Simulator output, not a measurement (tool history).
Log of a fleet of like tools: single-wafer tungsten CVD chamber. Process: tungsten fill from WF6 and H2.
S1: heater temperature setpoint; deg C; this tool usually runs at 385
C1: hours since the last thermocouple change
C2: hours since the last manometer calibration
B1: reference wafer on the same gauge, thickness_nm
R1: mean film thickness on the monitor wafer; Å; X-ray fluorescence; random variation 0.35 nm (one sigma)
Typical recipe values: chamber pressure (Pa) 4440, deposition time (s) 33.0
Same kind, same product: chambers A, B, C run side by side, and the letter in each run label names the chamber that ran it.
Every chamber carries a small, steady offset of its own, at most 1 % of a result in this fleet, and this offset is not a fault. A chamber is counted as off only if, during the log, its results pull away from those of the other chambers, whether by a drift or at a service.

Run 1B, hour 11.0: usual settings; C1 2127.0; C2 709.8; B1 72.728. Result: R1 759.08 Å.
Run 2A, hour 16.7: usual settings; C1 1984.1; C2 1203.3; B1 72.721. Result: R1 751.61 Å.
Run 3C, hour 27.9: usual settings; C1 129.9; C2 845.9; B1 72.668. Result: R1 760.31 Å.
Run 4C, hour 38.7: usual settings; C1 140.7; C2 856.7; B1 72.701. Result: R1 765.11 Å.
Run 5A, hour 49.3: usual settings; C1 2016.7; C2 1235.9; B1 72.640. Result: R1 757.37 Å.
Run 6B, hour 58.8: usual settings; C1 2174.8; C2 757.6; B1 72.766. Result: R1 762.11 Å.
Run 7B, hour 69.7: usual settings but S1 393 deg C; C1 2185.7; C2 768.5; B1 72.709. Result: R1 882.32 Å.
Run 8C, hour 76.2: usual settings but S1 393 deg C; C1 178.2; C2 894.2; B1 72.669. Result: R1 884.34 Å.
Run 9A, hour 82.4: usual settings but S1 393 deg C; C1 2049.8; C2 1269.0; B1 72.715. Result: R1 878.08 Å.
Run 10C, hour 88.0: usual settings; C1 190.0; C2 906.0; B1 72.705. Result: R1 764.65 Å.
Run 11A, hour 99.7: usual settings but chamber pressure (Pa) 5013, deposition time (s) 28.3; C1 2067.1; C2 1286.3; B1 72.663. Result: R1 682.76 Å.
Run 12B, hour 109.7: usual settings but chamber pressure (Pa) 5013, deposition time (s) 28.3; C1 2225.7; C2 808.5; B1 72.642. Result: R1 686.70 Å.
Run 13A, hour 116.1: usual settings but chamber pressure (Pa) 5013, deposition time (s) 28.3; C1 2083.5; C2 1302.7; B1 72.775. Result: R1 678.36 Å.
Run 14B, hour 127.2: usual settings; C1 2243.2; C2 826.0; B1 72.671. Result: R1 757.94 Å.
Run 15C, hour 136.3: usual settings; C1 238.3; C2 954.3; B1 72.745. Result: R1 753.69 Å.
Run 16C, hour 142.5: usual settings; C1 244.5; C2 960.5; B1 72.698. Result: R1 768.93 Å.
Run 17A, hour 153.0: usual settings; C1 2120.4; C2 1339.6; B1 72.625. Result: R1 750.49 Å.
Run 18B, hour 162.0: usual settings; C1 2278.0; C2 860.8; B1 72.729. Result: R1 754.67 Å.
Run 19C, hour 172.6: usual settings; C1 274.6; C2 990.6; B1 72.692. Result: R1 759.90 Å.
Run 20A, hour 184.2: usual settings; C1 2151.6; C2 1370.8; B1 72.730. Result: R1 755.72 Å.
Run 21B, hour 190.8: usual settings; C1 2306.8; C2 889.6; B1 72.714. Result: R1 760.71 Å.
At hour 201.1: chamber A: thermocouple changed; heater temperature recalibrated.
Run 22A, hour 201.7: usual settings; C1 0.7; C2 1388.3; B1 72.745. Result: R1 747.95 Å.
Run 23C, hour 208.1: usual settings; C1 310.1; C2 1026.1; B1 72.623. Result: R1 757.85 Å.
Run 24B, hour 219.6: usual settings; C1 2335.6; C2 918.4; B1 72.777. Result: R1 752.10 Å.
Run 25C, hour 230.5: usual settings; C1 332.5; C2 1048.5; B1 72.803. Result: R1 766.87 Å.

Which is it: a chamber that has drifted or been left off by a service, a gauge drift common to all chambers, or only each chamber's usual small offset? If a chamber is off, name it and its likeliest cause.

Beyond each chamber's small constant offset nothing stands out, and the gauge stays steady.
